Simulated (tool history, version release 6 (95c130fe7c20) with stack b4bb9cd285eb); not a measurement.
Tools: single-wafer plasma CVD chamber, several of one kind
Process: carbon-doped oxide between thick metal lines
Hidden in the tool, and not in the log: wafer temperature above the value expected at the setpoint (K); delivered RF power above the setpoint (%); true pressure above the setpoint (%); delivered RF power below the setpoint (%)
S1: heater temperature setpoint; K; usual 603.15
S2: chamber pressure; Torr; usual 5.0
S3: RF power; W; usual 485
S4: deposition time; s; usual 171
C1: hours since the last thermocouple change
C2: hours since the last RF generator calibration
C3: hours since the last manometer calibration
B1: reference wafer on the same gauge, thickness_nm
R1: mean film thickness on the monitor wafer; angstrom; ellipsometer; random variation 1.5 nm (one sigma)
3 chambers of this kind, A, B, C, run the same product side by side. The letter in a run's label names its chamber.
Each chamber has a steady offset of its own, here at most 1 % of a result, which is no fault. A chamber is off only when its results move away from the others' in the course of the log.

run     day      S1   S2   S3   S4      C1      C2      C3      B1      R1
      0.325  -- chamber B: RF generator calibrated
 1C   0.392  603.15  5.0  485  171   869.7  2011.0  2699.2  850.22  8946.4
      0.475  -- chamber A: RF generator calibrated
 2A   0.950  603.15  5.0  485  171   809.0    11.4   206.9  850.28  8895.2
 3B   1.267  603.15  5.0  485  171   740.6    22.7  1712.0  850.31  8888.6
 4B   1.758  603.15  5.0  485  171   752.4    34.5  1723.8  850.60  8891.0
      1.958  -- chamber C: capacitance manometer re-zeroed and calibrated
 5C   2.108  609.15  4.2  485  171   910.9  2052.2     3.7  850.80  8603.9
 6A   2.392  609.15  4.2  485  171   843.6    46.0   241.5  850.87  8544.8
 7A   2.908  609.15  4.2  485  171   856.0    58.4   253.9  851.61  8537.4
 8C   3.388  603.15  5.0  410  171   941.6  2082.9    34.4  851.91  8004.8
 9B   3.708  603.15  5.0  410  171   799.2    81.3  1770.6  851.91  7918.3
10B   4.042  603.15  5.0  410  171   807.2    89.3  1778.6  851.43  7913.8
11A   4.500  603.15  5.0  485  171   894.2    96.6   292.1  851.79  8897.1
12C   5.000  603.15  5.0  485  171   980.3  2121.6    73.1  851.77  8954.5
13C   5.358  603.15  5.0  485  171   988.9  2130.2    81.7  852.41  8960.5
14B   5.638  603.15  5.0  485  171   845.5   127.6  1816.9  852.06  8909.6
15A   6.108  603.15  5.0  485  171   932.8   135.2   330.7  852.47  8930.6
16A   6.708  603.15  5.0  485  171   947.2   149.6   345.1  852.69  8935.3
17B   7.325  603.15  5.0  485  171   886.0   168.1  1857.4  853.06  8905.8
18C   7.917  603.15  5.0  485  171  1050.3  2191.6   143.1  853.47  9005.4
19C   8.483  603.15  5.0  485  171  1063.9  2205.2   156.7  853.79  8975.4
20B   8.975  603.15  5.0  485  171   925.6   207.7  1897.0  853.65  8897.4
21A   9.304  603.15  5.0  540  153  1009.5   211.9   407.4  853.71  8581.7
22A   9.633  603.15  5.0  540  153  1017.4   219.8   415.3  853.99  8559.7
23B  10.188  603.15  5.0  540  153   954.7   236.8  1926.1  854.31  8539.8
24C  10.692  603.15  5.0  485  171  1116.9  2258.2   209.7  854.39  9019.1
25C  11.121  603.15  5.0  485  171  1127.2  2268.5   220.0  854.76  9037.6
26B  11.633  603.15  5.0  485  171   989.4   271.5  1960.8  855.14  8917.4
27A  12.117  603.15  5.0  530  171  1077.0   279.4   474.9  855.13  9452.4
28A  12.554  603.15  5.0  530  171  1087.5   289.9   485.4  855.45  9481.2
29C  12.883  603.15  5.0  530  171  1169.5  2310.8   262.3  855.76  9545.6

Next, every chamber runs the same settings. What will each give?
30A  13.333  603.15  5.0  485  171                   ?
30B  13.333  603.15  5.0  485  171                   ?
30C  13.333  603.15  5.0  485  171                   ?

run      R1
30A  8967.9
30B  8920.5
30C  9012.0
